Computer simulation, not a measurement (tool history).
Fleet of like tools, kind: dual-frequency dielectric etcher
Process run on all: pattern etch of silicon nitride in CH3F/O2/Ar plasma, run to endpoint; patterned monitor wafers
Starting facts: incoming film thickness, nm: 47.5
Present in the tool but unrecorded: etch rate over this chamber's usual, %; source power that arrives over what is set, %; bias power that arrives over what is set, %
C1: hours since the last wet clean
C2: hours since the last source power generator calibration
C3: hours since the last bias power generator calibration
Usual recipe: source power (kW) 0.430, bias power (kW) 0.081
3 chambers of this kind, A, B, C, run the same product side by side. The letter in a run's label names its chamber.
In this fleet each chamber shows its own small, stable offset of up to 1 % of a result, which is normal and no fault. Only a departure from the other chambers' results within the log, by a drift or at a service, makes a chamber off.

Run 1C, day 0.238: usual settings; C1 337.9; C2 1321.0; C3 2406.8. Result: endpoint time (s) 63.632.
Run 2B, day 0.554: usual settings; C1 276.6; C2 868.5; C3 1117.9. Result: endpoint time (s) 64.940.
Run 3A, day 0.725: usual settings; C1 251.2; C2 2551.0; C3 3112.4. Result: endpoint time (s) 64.251.
Run 4A, day 1.021: usual settings; C1 258.3; C2 2558.1; C3 3119.5. Result: endpoint time (s) 63.900.
Run 5C, day 1.192: usual settings; C1 360.8; C2 1343.9; C3 2429.7. Result: endpoint time (s) 63.679.
Run 6B, day 1.533: usual settings; C1 300.1; C2 892.0; C3 1141.4. Result: endpoint time (s) 65.066.
Run 7A, day 1.825: usual settings; C1 277.6; C2 2577.4; C3 3138.8. Result: endpoint time (s) 63.731.
Run 8C, day 2.075: usual settings but bias power (kW) 0.071; C1 382.0; C2 1365.1; C3 2450.9. Result: endpoint time (s) 66.554.
Run 9B, day 2.425: usual settings but bias power (kW) 0.071; C1 321.5; C2 913.4; C3 1162.8. Result: endpoint time (s) 67.121.
Run 10C, day 2.600: usual settings but bias power (kW) 0.071; C1 394.6; C2 1377.7; C3 2463.5. Result: endpoint time (s) 66.884.
Run 11A, day 2.854: usual settings; C1 302.3; C2 2602.1; C3 3163.5. Result: endpoint time (s) 63.563.
Run 12B, day 3.108: usual settings; C1 337.9; C2 929.8; C3 1179.2. Result: endpoint time (s) 64.194.
Run 13C, day 3.488: usual settings; C1 415.9; C2 1399.0; C3 2484.8. Result: endpoint time (s) 62.672.
Run 14B, day 3.662: usual settings; C1 351.2; C2 943.1; C3 1192.5. Result: endpoint time (s) 63.924.
At day 3.762: chamber C: wet clean of the chamber.
Run 15A, day 4.042: usual settings; C1 330.8; C2 2630.6; C3 3192.0. Result: endpoint time (s) 63.968.
Run 16B, day 4.371: usual settings; C1 368.2; C2 960.1; C3 1209.5. Result: endpoint time (s) 64.412.
Run 17A, day 4.596: usual settings but source power (kW) 0.510, bias power (kW) 0.062; C1 344.1; C2 2643.9; C3 3205.3. Result: endpoint time (s) 65.636.
Run 18C, day 4.921: usual settings but source power (kW) 0.510, bias power (kW) 0.062; C1 27.9; C2 1433.4; C3 2519.2. Result: endpoint time (s) 65.443.
Run 19C, day 5.129: usual settings but source power (kW) 0.510, bias power (kW) 0.062; C1 32.9; C2 1438.4; C3 2524.2. Result: endpoint time (s) 65.309.
Run 20B, day 5.508: usual settings; C1 395.5; C2 987.4; C3 1236.8. Result: endpoint time (s) 64.819.
At day 5.529: chamber A: wet clean of the chamber.
Run 21A, day 5.862: usual settings; C1 8.1; C2 2674.3; C3 3235.7. Result: endpoint time (s) 63.097.

For the next run the whole fleet of 3 chambers uses the same settings. Give each chamber's results:
Run 22A, day 6.133: usual settings. Result: endpoint time (s) ?.
Run 22B, day 6.133: usual settings. Result: endpoint time (s) ?.
Run 22C, day 6.133: usual settings. Result: endpoint time (s) ?.

run  endpoint time (s)
22A             64.078
22B             64.685
22C             63.318

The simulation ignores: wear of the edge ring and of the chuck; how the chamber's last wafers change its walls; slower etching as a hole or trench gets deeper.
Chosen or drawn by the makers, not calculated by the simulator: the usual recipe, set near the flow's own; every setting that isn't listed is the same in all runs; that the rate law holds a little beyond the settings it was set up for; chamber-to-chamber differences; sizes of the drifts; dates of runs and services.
